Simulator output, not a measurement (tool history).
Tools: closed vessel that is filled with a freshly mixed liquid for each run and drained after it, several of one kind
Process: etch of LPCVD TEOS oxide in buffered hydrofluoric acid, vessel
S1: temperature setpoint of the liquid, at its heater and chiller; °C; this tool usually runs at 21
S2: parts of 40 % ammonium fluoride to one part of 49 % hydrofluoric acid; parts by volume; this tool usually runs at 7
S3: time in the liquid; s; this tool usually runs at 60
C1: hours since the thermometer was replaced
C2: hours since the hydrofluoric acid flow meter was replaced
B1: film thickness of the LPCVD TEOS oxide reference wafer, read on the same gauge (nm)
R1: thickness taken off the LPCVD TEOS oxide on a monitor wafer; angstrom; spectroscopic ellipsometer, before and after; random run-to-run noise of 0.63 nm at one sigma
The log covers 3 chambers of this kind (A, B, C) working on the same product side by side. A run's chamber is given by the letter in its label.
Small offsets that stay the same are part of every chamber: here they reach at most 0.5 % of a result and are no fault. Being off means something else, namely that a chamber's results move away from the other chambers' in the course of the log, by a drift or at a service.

run,hour,S1,S2,S3,C1,C2,B1,R1
1B,14.9,21,7,60,227.6,23.1,29.995,2028.4
2A,26.1,21,7,60,1703.7,296.4,30.024,2030.2
3C,34.9,21,7,60,977.9,505.5,29.979,2047.9
4A,43.4,21,7,60,1721,313.7,29.964,2032.3
5B,54.8,21,7,30,267.5,63,30,1013.4
6C,67.9,21,7,30,1010.9,538.5,30.041,1016.3
7B,81.7,21,7,30,294.4,89.9,30.009,1017.3
8A,88.4,21,7,60,1766,358.7,29.984,2031.8
9C,100,21,7,60,1043,570.6,29.957,2042.8
# hour 105.6: chamber C: hydrofluoric acid flow meter replaced
10B,108.1,21,7,60,320.8,116.3,29.974,2030.9
11A,115.2,21,7,60,1792.8,385.5,30.053,2034.5
12C,125.2,21,7,60,1068.2,19.6,30.03,2043.7
13A,134.3,21,7,60,1811.9,404.6,29.994,2038.3
14C,148.8,21,7,60,1091.8,43.2,30.008,2033.8
15B,156,21,7,60,368.7,164.2,29.972,2045.5
16C,166.2,21,7,60,1109.2,60.6,30.014,2039.8
17A,178.5,21,7,60,1856.1,448.8,29.99,2037.4
18B,187.1,21,7,60,399.8,195.3,29.995,2036.1
19A,196.7,21,7,60,1874.3,467,29.995,2035.1
20C,208.7,21,7,60,1151.7,103.1,29.957,2033.2
21B,219.7,21,7,60,432.4,227.9,29.987,2041.4
22A,229,21,7,60,1906.6,499.3,29.929,2013.2
23C,239.2,21,7,60,1182.2,133.6,30.017,2029.5
24B,247.9,21,7,60,460.6,256.1,29.971,2037.3
25B,257.9,21,7,60,470.6,266.1,29.982,2027
26C,265.3,21,7,60,1208.3,159.7,30.047,2039.1
27A,279.9,21,7,60,1957.5,550.2,30.012,2004.8
28C,286.9,21,7,60,1229.9,181.3,30.028,2039.7
29A,298.6,21,7,60,1976.2,568.9,29.98,1996
30B,307.9,21,7,60,520.6,316.1,29.96,2029.1
31A,319.5,21,7,60,1997.1,589.8,30.048,1990.2
32C,331.4,21,7,75,1274.4,225.8,30.002,2556.7
33B,344.5,21,7,75,557.2,352.7,29.967,2547.1
34A,357.2,21,7,75,2034.8,627.5,29.981,2472.3

One chamber off, gauge drift, or nothing amiss beyond the chambers' own small offsets? If it is a chamber, which one, and what is the likeliest cause?

One chamber, A, drifts off from the rest bit by bit.
What lies behind it: hydrofluoric acid flow below the setpoint (%) = 2.47.
The log may not tell that from: liquid colder than its thermometer reads (K).

Below are 4 candidate recipes for chamber A's next run, each the usual settings with a change, their results shown as question marks. Which of them brings A's results back in line with what the other chambers give on the usual settings?
In-line tolerance around the mean of the other chambers on the usual settings: R1 22 angstrom
35A-1,368.3,20,7,60,,,,?
35A-2,368.3,21.5,7,60,,,,?
35A-3,368.3,22,7,60,,,,?
35A-4,368.3,20.5,7,60,,,,?

Other chambers, usual settings, mean: R1 2035.6 angstrom
run,R1
35A-1,1873.7
35A-2,2034.5
35A-3,2090.4
35A-4,1925.6
The answer is 35A-2, which returns the chamber to within the allowed miss of the others.
